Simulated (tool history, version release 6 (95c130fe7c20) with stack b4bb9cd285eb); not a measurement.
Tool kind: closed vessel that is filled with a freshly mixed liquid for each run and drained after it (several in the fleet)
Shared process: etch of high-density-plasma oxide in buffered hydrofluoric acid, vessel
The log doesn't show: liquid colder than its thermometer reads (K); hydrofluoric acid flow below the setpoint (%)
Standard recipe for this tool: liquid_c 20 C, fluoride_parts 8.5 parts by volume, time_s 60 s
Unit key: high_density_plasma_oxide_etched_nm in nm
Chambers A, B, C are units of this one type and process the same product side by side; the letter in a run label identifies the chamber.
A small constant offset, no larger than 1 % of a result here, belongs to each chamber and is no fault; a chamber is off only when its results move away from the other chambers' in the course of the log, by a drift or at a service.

run,day,liquid_c,fluoride_parts,time_s,hours since the thermometer was replaced,hours since the hydrofluoric acid flow meter was replaced,"read-back film thickness of the high-density-plasma oxide reference wafer, read on the same gauge (nm)",high_density_plasma_oxide_etched_nm
1A,0.396,20,8.5,60,1106.7,458.3,59.995,88.651
2B,0.704,20,8.5,60,550.4,1352.6,59.97,87.379
3C,1.121,20,8.5,60,1550.2,386.8,60.076,85.843
# day 1.379: chamber B: thermometer replaced
4A,1.392,20,8.5,60,1130.6,482.2,60.002,87.278
5C,1.6,20,8.5,60,1561.7,398.3,59.984,87.511
6B,1.921,20,8.5,60,13,1381.8,59.99,87.711
7A,2.342,20,8.5,60,1153.4,505,60.047,88.895
8C,2.558,20,8.5,60,1584.7,421.3,60.029,88.192
9B,2.962,20,8.5,60,38,1406.8,59.996,87.519
10C,3.354,20,8.5,60,1603.8,440.4,60.052,88.457
11B,3.608,17,8.5,60,53.5,1422.3,60.016,73.631
12A,4,17,8.5,60,1193.2,544.8,59.962,74.936
13A,4.25,17,8.5,60,1199.2,550.8,59.979,74.64
14C,4.579,20,8.5,60,1633.2,469.8,60.055,86.551
15B,4.933,20,8.5,60,85.3,1454.1,59.979,86.808
16C,5.121,20,8.5,60,1646.2,482.8,60.011,86.457
17A,5.458,20,8.5,60,1228.2,579.8,60.018,89.329
18B,5.812,20,8.5,60,106.4,1475.2,59.972,86.425
19A,6.233,20,8.5,60,1246.8,598.4,60.032,88.188
20C,6.55,20,8.5,60,1680.5,517.1,60.006,84.46
21B,6.958,20,8.5,60,133.9,1502.7,59.97,87.055
# day 6.979: chamber C: thermometer replaced
22B,7.246,20,8.5,60,140.8,1509.6,59.987,86.677
23A,7.475,24,11.5,60,1276.6,628.2,60.004,84.83
24C,7.854,24,11.5,60,21.1,548.4,59.974,81.059
25A,8.275,24,11.5,60,1295.8,647.4,60.026,83.711
26C,8.675,20,8.5,60,40.8,568.1,59.997,81.854
27B,8.992,20,8.5,60,182.7,1551.5,60.012,85.936
28B,9.321,20,8.5,60,190.6,1559.4,60.011,87.384
29A,9.542,20,8.5,60,1326.2,677.8,59.975,89.224
30C,9.933,20,8.5,60,71,598.3,60.057,80.754
31C,10.183,20,8.5,60,77,604.3,60.039,82.225

Which is it: a chamber that has drifted or been left off by a service, a gauge drift common to all chambers, or only each chamber's usual small offset? If a chamber is off, name it and its likeliest cause.

Little by little, chamber C moves away from the other chambers.
Cause: hydrofluoric acid flow below the setpoint (%) = 6.82.

Below are 4 candidate recipes for chamber C's next run, each the usual settings with a change, their results shown as question marks. Which of them brings C's results back in line with what the other chambers give on the usual settings?
In line means no further than this from the other chambers' mean on the usual settings: high_density_plasma_oxide_etched_nm 2.7 nm
32C-1,10.492,20,8.5,70,,,,?
32C-2,10.492,20,9.5,60,,,,?
32C-3,10.492,20,8.5,65,,,,?
32C-4,10.492,18.5,9.5,60,,,,?

What the other chambers average on the usual settings: high_density_plasma_oxide_etched_nm 88.078 nm
run,high_density_plasma_oxide_etched_nm
32C-1,95.188
32C-2,75.675
32C-3,88.389
32C-4,69.471
32C-3 is the one that brings the chamber's results back in line with the other chambers.
